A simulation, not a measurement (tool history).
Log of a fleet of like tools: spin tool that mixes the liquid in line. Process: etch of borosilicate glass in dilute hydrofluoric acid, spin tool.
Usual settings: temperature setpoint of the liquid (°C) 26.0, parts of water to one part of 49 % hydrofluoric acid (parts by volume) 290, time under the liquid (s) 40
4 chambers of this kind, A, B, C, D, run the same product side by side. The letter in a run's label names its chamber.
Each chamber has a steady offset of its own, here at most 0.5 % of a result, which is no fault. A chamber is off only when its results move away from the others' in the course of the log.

run	hour	temperature setpoint of the liquid (°C)	parts of water to one part of 49 % hydrofluoric acid (parts by volume)	time under the liquid (s)	hours since the thermometer was replaced	hours since the hydrofluoric acid flow meter was replaced	read-back film thickness of the borosilicate glass reference wafer, read on the same gauge (nm)	thickness taken off the borosilicate glass on a monitor wafer (angstrom)
1D	8.8	26.0	290	40	791.1	602.8	80.016	56.778
2C	13.2	26.0	290	40	1253.0	636.2	80.013	56.894
3B	18.9	26.0	290	40	111.9	216.1	79.991	56.129
4A	25.5	26.0	290	40	2313.8	396.1	79.982	56.487
5C	30.1	26.0	290	30	1269.9	653.1	79.996	41.795
6A	35.4	26.0	290	30	2323.7	406.0	79.998	42.740
7B	43.8	26.0	290	30	136.8	241.0	80.016	42.512
8D	48.0	26.0	290	30	830.3	642.0	80.004	42.732
9C	54.4	26.0	290	40	1294.2	677.4	80.024	56.272
10B	60.6	26.0	290	30	153.6	257.8	80.008	42.046
11A	68.4	26.0	290	30	2356.7	439.0	80.003	43.241
12D	75.8	26.0	290	30	858.1	669.8	79.970	41.883
13D	81.0	26.0	290	30	863.3	675.0	80.019	42.759
14B	85.0	26.0	170	20	178.0	282.2	80.022	55.633
15A	89.8	26.0	170	20	2378.1	460.4	79.997	55.838
16C	97.0	26.0	170	20	1336.8	720.0	80.002	54.897
17D	105.4	26.0	170	20	887.7	699.4	80.020	56.028
18A	113.5	26.0	290	40	2401.8	484.1	79.999	57.402
19B	120.9	26.0	290	40	213.9	318.1	80.016	56.761
20C	128.3	23.5	290	40	1368.1	751.3	79.993	51.790
21D	134.1	23.5	290	40	916.4	728.1	80.012	52.310
22B	138.3	23.5	290	40	231.3	335.5	80.025	51.922
# hour 138.7: chamber A: thermometer replaced
23A	142.7	23.5	290	40	4.1	513.3	80.006	53.890
24C	150.0	26.0	290	40	1389.8	773.0	80.025	56.905
25B	157.0	26.0	290	40	250.0	354.2	80.017	56.876
26A	164.0	26.0	290	40	25.4	534.6	80.021	59.307
27D	169.3	26.0	290	40	951.6	763.3	79.969	56.549
28C	175.6	26.0	290	40	1415.4	798.6	79.997	56.545
29D	182.5	26.0	290	40	964.8	776.5	80.010	56.411
30B	191.0	26.0	290	40	284.0	388.2	80.010	56.485
31C	198.5	26.0	290	40	1438.3	821.5	80.004	56.707
32A	203.2	30.5	165	40	64.6	573.8	79.987	140.790
33D	209.8	30.5	165	40	992.1	803.8	80.007	134.640
34A	216.6	30.5	165	40	78.0	587.2	80.027	142.720
35C	221.2	30.5	165	40	1461.0	844.2	79.984	134.910
36B	228.3	26.0	290	40	321.3	425.5	79.992	56.237
37D	232.9	26.0	290	40	1015.2	826.9	79.979	56.596
38B	237.4	26.0	290	40	330.4	434.6	80.010	57.123
39C	245.7	26.0	290	40	1485.5	868.7	79.993	57.720
40A	253.2	26.0	290	50	114.6	623.8	79.969	75.905

Next, every chamber runs the same settings. What will each give?
41A	259.8	26.0	360	40				?
41B	259.8	26.0	360	40				?
41C	259.8	26.0	360	40				?
41D	259.8	26.0	360	40				?

run	thickness taken off the borosilicate glass on a monitor wafer (angstrom)
41A	46.088
41B	42.470
41C	42.684
41D	42.540
